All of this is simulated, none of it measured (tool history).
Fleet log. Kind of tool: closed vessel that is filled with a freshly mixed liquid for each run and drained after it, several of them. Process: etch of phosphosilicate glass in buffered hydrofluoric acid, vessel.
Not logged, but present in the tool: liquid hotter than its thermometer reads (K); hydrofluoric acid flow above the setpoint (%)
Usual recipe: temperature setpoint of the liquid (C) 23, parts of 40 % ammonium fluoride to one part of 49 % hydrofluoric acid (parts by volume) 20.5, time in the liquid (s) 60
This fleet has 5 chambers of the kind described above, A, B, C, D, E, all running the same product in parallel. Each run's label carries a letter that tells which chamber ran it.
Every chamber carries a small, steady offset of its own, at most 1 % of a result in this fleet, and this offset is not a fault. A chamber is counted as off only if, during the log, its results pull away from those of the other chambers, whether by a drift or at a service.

run   hour  temperature setpoint of the liquid (C)  parts of 40 % ammonium fluoride to one part of 49 % hydrofluoric acid (parts by volume)  time in the liquid (s)  hours since the thermometer was replaced  hours since the hydrofluoric acid flow meter was replaced  read-back film thickness of the phosphosilicate glass reference wafer, read on the same gauge (nm)  thickness taken off the phosphosilicate glass on a monitor wafer (nm)
 1D    2.8                                      23                                                                                     20.5                      60                                    2126.4                                                      313.2                                                                                              120.01                                                                 118.64
       3.4  -- chamber A: hydrofluoric acid flow meter replaced
       3.6  -- chamber E: thermometer replaced
 2E    6.5                                      23                                                                                     20.5                      60                                       2.9                                                     1020.4                                                                                              119.98                                                                 117.25
 3A   11.7                                      23                                                                                     20.5                      60                                     646.7                                                        8.4                                                                                              119.99                                                                 118.07
 4B   15.5                                      23                                                                                     20.5                      60                                       446                                                     1554.8                                                                                              119.99                                                                 118.96
 5C   19.7                                    18.5                                                                                     20.5                      35                                      39.3                                                      185.2                                                                                              119.99                                                                 53.857
 6A   25.5                                    18.5                                                                                     20.5                      35                                     660.5                                                       22.2                                                                                              120.01                                                                 53.824
 7E   28.8                                    18.5                                                                                     20.5                      35                                      25.2                                                     1042.7                                                                                                 120                                                                 53.322
 8D   34.2                                    18.5                                                                                     20.5                      35                                    2157.8                                                      344.6                                                                                                 120                                                                 53.793
 9B   39.4                                    18.5                                                                                     20.5                      35                                     469.9                                                     1578.7                                                                                              120.01                                                                 53.756
10C   42.9                                      23                                                                                     20.5                      60                                      62.5                                                      208.4                                                                                                 120                                                                 118.52
11E   48.4                                      23                                                                                     20.5                      60                                      44.8                                                     1062.3                                                                                              119.99                                                                 116.54
12A   52.6                                      23                                                                                     20.5                      60                                     687.6                                                       49.3                                                                                              119.99                                                                 117.24
13C   58.2                                      23                                                                                     25.5                      30                                      77.8                                                      223.7                                                                                              119.99                                                                 50.934
14B   62.3                                      23                                                                                     25.5                      30                                     492.8                                                     1601.6                                                                                              119.99                                                                 50.949
15D   66.7                                      23                                                                                     25.5                      30                                    2190.3                                                      377.1                                                                                                 120                                                                  50.86
16A   69.4                                      23                                                                                     25.5                      30                                     704.4                                                       66.1                                                                                              120.01                                                                 50.806
17D   72.6                                      23                                                                                     25.5                      30                                    2196.2                                                        383                                                                                                 120                                                                  50.53
18C   77.2                                    24.5                                                                                       27                      60                                      96.8                                                      242.7                                                                                              119.99                                                                 105.82
19E   79.7                                    24.5                                                                                       27                      60                                      76.1                                                     1093.6                                                                                              119.99                                                                 106.03
20B   85.2                                    24.5                                                                                       27                      60                                     515.7                                                     1624.5                                                                                              120.01                                                                 105.96
21C   89.9                                    24.5                                                                                       27                      60                                     109.5                                                      255.4                                                                                              120.02                                                                  107.7
22A   94.1                                    24.5                                                                                       27                      60                                     729.1                                                       90.8                                                                                                 120                                                                 106.89
23B   96.9                                      23                                                                                     20.5                      60                                     527.4                                                     1636.2                                                                                              120.01                                                                 117.59
24E  101.9                                      23                                                                                     20.5                      60                                      98.3                                                     1115.8                                                                                                 120                                                                 117.37
25D  107.1                                      23                                                                                     20.5                      60                                    2230.7                                                      417.5                                                                                              119.99                                                                 116.69
26C  111.6                                      23                                                                                     20.5                      60                                     131.2                                                      277.1                                                                                              119.99                                                                  118.6
27D  114.9                                      23                                                                                     20.5                      60                                    2238.5                                                      425.3                                                                                                 120                                                                 117.53
28B  119.1                                      23                                                                                     20.5                      60                                     549.6                                                     1658.4                                                                                              119.99                                                                 118.02
29E    124                                      23                                                                                     20.5                      60                                     120.4                                                     1137.9                                                                                              119.98                                                                 116.46
30A  128.6                                      23                                                                                     20.5                      60                                     763.6                                                      125.3                                                                                              120.03                                                                 118.36
31E  131.6                                      25                                                                                     20.5                      75                                       128                                                     1145.5                                                                                              120.02                                                                 163.76
32D  134.1                                      25                                                                                     20.5                      75                                    2257.7                                                      444.5                                                                                              119.99                                                                 163.56
33B  136.7                                      25                                                                                     20.5                      75                                     567.2                                                       1676                                                                                                 120                                                                 164.84
34A  139.2                                      25                                                                                     20.5                      75                                     774.2                                                      135.9                                                                                                 120                                                                 165.26
35C  144.9                                      25                                                                                     20.5                      75                                     164.5                                                      310.4                                                                                                 120                                                                 166.17
     148.4  -- chamber B: thermometer replaced
36E  148.6                                      23                                                                                     20.5                      60                                       145                                                     1162.5                                                                                              120.01                                                                 117.59
37C  151.1                                      23                                                                                     20.5                      60                                     170.7                                                      316.6                                                                                                 120                                                                 118.77
38A  154.5                                      23                                                                                     20.5                      60                                     789.5                                                      151.2                                                                                                 120                                                                 118.26
39B  159.8                                      23                                                                                     20.5                      60                                      11.4                                                     1699.1                                                                                              120.01                                                                 117.25
40D  164.9                                      23                                                                                     20.5                      60                                    2288.5                                                      475.3                                                                                                 120                                                                 117.93
41B  167.4                                      23                                                                                     20.5                      60                                        19                                                     1706.7                                                                                              119.99                                                                 117.08
42E  172.9                                      23                                                                                     20.5                      60                                     169.3                                                     1186.8                                                                                                 120                                                                 117.78
43A  176.2                                      23                                                                                     20.5                      60                                     811.2                                                      172.9                                                                                              119.99                                                                 118.01
44C  180.8                                      23                                                                                     20.5                      60                                     200.4                                                      346.3                                                                                              119.99                                                                 119.37

For the next run the whole fleet of 5 chambers uses the same settings. Give each chamber's results:
45A   185                                      23                                                                                     20.5                      60                                                                                                                                                                                                                                                                               ?
45B   185                                      23                                                                                     20.5                      60                                                                                                                                                                                                                                                                               ?
45C   185                                      23                                                                                     20.5                      60                                                                                                                                                                                                                                                                               ?
45D   185                                      23                                                                                     20.5                      60                                                                                                                                                                                                                                                                               ?
45E   185                                      23                                                                                     20.5                      60                                                                                                                                                                                                                                                                               ?

run  thickness taken off the phosphosilicate glass on a monitor wafer (nm)
45A                                                                 118.59
45B                                                                 117.22
45C                                                                 119.41
45D                                                                 118.01
45E                                                                 118.06
